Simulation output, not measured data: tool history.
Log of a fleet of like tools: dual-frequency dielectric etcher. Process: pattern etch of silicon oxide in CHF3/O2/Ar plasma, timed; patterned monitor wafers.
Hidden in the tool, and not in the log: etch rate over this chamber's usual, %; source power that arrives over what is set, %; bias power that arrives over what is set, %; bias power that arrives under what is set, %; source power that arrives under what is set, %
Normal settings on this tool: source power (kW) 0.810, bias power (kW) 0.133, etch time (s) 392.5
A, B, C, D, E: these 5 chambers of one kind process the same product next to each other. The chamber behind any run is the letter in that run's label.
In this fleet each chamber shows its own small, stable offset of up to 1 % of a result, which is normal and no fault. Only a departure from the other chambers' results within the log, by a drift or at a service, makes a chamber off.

run   hour  source power (kW)  bias power (kW)  etch time (s)  hours since the last wet clean  hours since the last source power generator calibration  hours since the last bias power generator calibration  read-back reference wafer on the same gauge, depth_nm  mean etch depth across the wafer (Å)
 1B    5.3              0.810            0.133          392.5                           284.1                                                   2469.9                                                 1710.8                                                 768.99                                7864.7
 2E   12.3              0.810            0.133          392.5                           200.1                                                   1554.6                                                 1194.1                                                 769.06                                7855.3
 3A   23.3              0.810            0.133          392.5                           307.0                                                   1745.9                                                 1284.7                                                 768.46                                7840.8
 4C   29.2              0.810            0.133          392.5                           535.1                                                   1246.5                                                 2289.9                                                 768.56                                7875.8
 5D   37.0              0.700            0.133          453.0                           293.9                                                   3556.5                                                 3878.8                                                 768.33                                8564.5
 6E   45.3              0.700            0.133          453.0                           233.1                                                   1587.6                                                 1227.1                                                 768.15                                8555.1
 7A   52.6              0.700            0.133          453.0                           336.3                                                   1775.2                                                 1314.0                                                 768.23                                8568.5
 8D   61.1              0.700            0.133          453.0                           318.0                                                   3580.6                                                 3902.9                                                 767.93                                8552.2
 9B   68.8              0.700            0.133          453.0                           347.6                                                   2533.4                                                 1774.3                                                 767.92                                8580.9
10C   80.1              0.810            0.133          392.5                           586.0                                                   1297.4                                                 2340.8                                                 767.70                                7865.3
      85.4  -- chamber A: wet clean of the chamber
11E   87.1              0.810            0.133          392.5                           274.9                                                   1629.4                                                 1268.9                                                 768.02                                7842.3
12C   92.8              0.810            0.133          392.5                           598.7                                                   1310.1                                                 2353.5                                                 767.33                                7861.1
      99.9  -- chamber C: wet clean of the chamber
13B  102.9              0.810            0.133          392.5                           381.7                                                   2567.5                                                 1808.4                                                 767.82                                7857.1
14A  108.8              0.810            0.133          392.5                            23.5                                                   1831.4                                                 1370.2                                                 767.56                                7834.8
15D  120.3              0.810            0.133          392.5                           377.2                                                   3639.8                                                 3962.1                                                 767.41                                7859.3
16C  131.8              0.660            0.133          392.5                            32.0                                                   1349.1                                                 2392.5                                                 767.16                                7257.9
17A  140.6              0.660            0.133          392.5                            55.3                                                   1863.2                                                 1402.0                                                 766.88                                7216.4
18D  147.5              0.660            0.133          392.5                           404.4                                                   3667.0                                                 3989.3                                                 766.69                                7247.8
19B  152.8              0.660            0.133          392.5                           431.6                                                   2617.4                                                 1858.3                                                 766.77                                7248.7
20E  163.1              0.660            0.133          392.5                           350.9                                                   1705.4                                                 1344.9                                                 766.78                                7213.9
21D  170.3              0.810            0.133          392.5                           427.2                                                   3689.8                                                 4012.1                                                 766.65                                7839.7
22A  178.2              0.810            0.133          392.5                            92.9                                                   1900.8                                                 1439.6                                                 766.44                                7801.0
23E  183.9              0.810            0.148          502.0                           371.7                                                   1726.2                                                 1365.7                                                 766.28                               10330.0
     190.3  -- chamber B: wet clean of the chamber
24B  192.1              0.810            0.148          502.0                             1.8                                                   2656.7                                                 1897.6                                                 766.11                               10376.0
25C  198.8              0.810            0.148          502.0                            99.0                                                   1416.1                                                 2459.5                                                 766.12                               10390.0
26B  208.1              0.810            0.148          502.0                            17.8                                                   2672.7                                                 1913.6                                                 766.02                               10353.0
27C  213.4              0.810            0.148          502.0                           113.6                                                   1430.7                                                 2474.1                                                 765.87                               10381.0
28A  224.3              0.810            0.133          392.5                           139.0                                                   1946.9                                                 1485.7                                                 765.78                                7798.5
29D  232.7              0.810            0.133          392.5                           489.6                                                   3752.2                                                 4074.5                                                 765.30                                7814.1
30E  239.4              0.810            0.133          392.5                           427.2                                                   1781.7                                                 1421.2                                                 765.41                                7797.2
31C  246.0              0.810            0.133          392.5                           146.2                                                   1463.3                                                 2506.7                                                 765.43                                7851.2

Decide between three cases: one chamber stands off from its peers, the gauge reading all wafers drifts, or nothing is wrong past each chamber's small offset. Where a chamber is off, say which and what most likely put it there.

The gauge drifts, so all chambers seem to drift together. No chamber is off.
Likeliest cause: gauge reads low (%) = 0.482.
